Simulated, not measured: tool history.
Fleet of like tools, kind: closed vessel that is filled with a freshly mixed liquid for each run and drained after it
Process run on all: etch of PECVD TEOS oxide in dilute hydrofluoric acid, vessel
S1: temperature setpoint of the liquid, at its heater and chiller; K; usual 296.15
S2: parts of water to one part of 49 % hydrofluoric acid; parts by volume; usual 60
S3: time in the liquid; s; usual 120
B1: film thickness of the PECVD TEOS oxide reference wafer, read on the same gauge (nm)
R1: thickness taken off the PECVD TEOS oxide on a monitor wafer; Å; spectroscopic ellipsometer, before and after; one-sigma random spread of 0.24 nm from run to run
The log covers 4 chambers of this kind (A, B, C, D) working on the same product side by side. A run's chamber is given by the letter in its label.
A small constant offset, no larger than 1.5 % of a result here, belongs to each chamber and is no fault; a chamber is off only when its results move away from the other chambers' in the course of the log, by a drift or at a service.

| run | hour | S1 | S2 | S3 | B1 | R1 |
|---|---|---|---|---|---|---|
| 1A | 10.6 | 296.15 | 60 | 120 | 39.987 | 335.23 |
| 2C | 22.7 | 296.15 | 60 | 120 | 39.996 | 330.9 |
| 3D | 31.2 | 296.15 | 60 | 120 | 40.003 | 330.93 |
| 4B | 43.3 | 296.15 | 60 | 120 | 39.976 | 333.73 |
| 5A | 50.1 | 296.15 | 60 | 120 | 40.003 | 332.56 |
| 6C | 58.2 | 296.15 | 60 | 120 | 39.992 | 326.59 |
| 7B | 69.7 | 296.15 | 60 | 120 | 39.972 | 328.23 |
|  | 78.6 | chamber A: hydrofluoric acid flow meter replaced |
| 8D | 82.4 | 296.15 | 45 | 85 | 40.017 | 321.97 |
| 9A | 95.9 | 296.15 | 45 | 85 | 40.014 | 318.86 |
|  | 101.1 | chamber C: thermometer replaced |
| 10C | 104.5 | 296.15 | 45 | 85 | 39.986 | 313.59 |
| 11B | 114.8 | 296.15 | 45 | 85 | 40.007 | 323.62 |
| 12D | 125.8 | 296.15 | 60 | 120 | 39.986 | 335.52 |
|  | 132.1 | chamber B: thermometer replaced |
| 13C | 136 | 296.15 | 60 | 120 | 40.015 | 326.32 |
| 14B | 146.5 | 296.15 | 60 | 120 | 40.028 | 325.67 |
| 15A | 154.1 | 296.15 | 60 | 120 | 40.025 | 331.02 |
| 16D | 163.9 | 296.15 | 60 | 120 | 40.001 | 335.89 |
| 17A | 173.8 | 296.15 | 60 | 120 | 39.99 | 336.32 |
| 18B | 184.7 | 296.15 | 60 | 120 | 40.044 | 334.75 |
| 19C | 198.6 | 296.15 | 60 | 120 | 39.985 | 325.13 |
| 20D | 212.8 | 296.15 | 60 | 120 | 39.981 | 351.65 |
| 21B | 223.7 | 296.15 | 60 | 120 | 40.011 | 332.76 |
| 22D | 231.1 | 296.15 | 60 | 120 | 40.011 | 352.91 |
| 23C | 244.1 | 296.15 | 60 | 120 | 40.016 | 325.8 |
| 24A | 253.5 | 296.15 | 60 | 120 | 40.003 | 331.29 |
| 25B | 265.1 | 296.15 | 40 | 185 | 40.023 | 777.49 |
| 26A | 276.9 | 296.15 | 40 | 185 | 40.034 | 790.31 |

Is one chamber out of step, is the gauge drifting, or do the chambers differ by no more than their own small offsets? For an off chamber, give its letter and the likeliest cause.

Chamber D drifts away from the others.
Likeliest cause: hydrofluoric acid flow above the setpoint (%) = 8.
The log may not separate it from: liquid hotter than its thermometer reads (K).

Which of the 4 candidates below, each the usual settings with something changed and its results left as question marks, puts chamber D back in line with what the other chambers give on the usual settings?
In-line tolerance around the mean of the other chambers on the usual settings: R1 8.4 Å
| 27D-1 | 287.5 | 296.15 | 60 | 140 |  | ? |
| 27D-2 | 287.5 | 296.15 | 60 | 110 |  | ? |
| 27D-3 | 287.5 | 296.15 | 70 | 120 |  | ? |
| 27D-4 | 287.5 | 298.15 | 60 | 120 |  | ? |

Usual-settings mean across the other chambers: R1 330 Å
| run | R1 |
|---|---|
| 27D-1 | 419.42 |
| 27D-2 | 329.55 |
| 27D-3 | 304.42 |
| 27D-4 | 389.72 |
Change 27D-2 lands the chamber within the allowed miss of the other chambers.

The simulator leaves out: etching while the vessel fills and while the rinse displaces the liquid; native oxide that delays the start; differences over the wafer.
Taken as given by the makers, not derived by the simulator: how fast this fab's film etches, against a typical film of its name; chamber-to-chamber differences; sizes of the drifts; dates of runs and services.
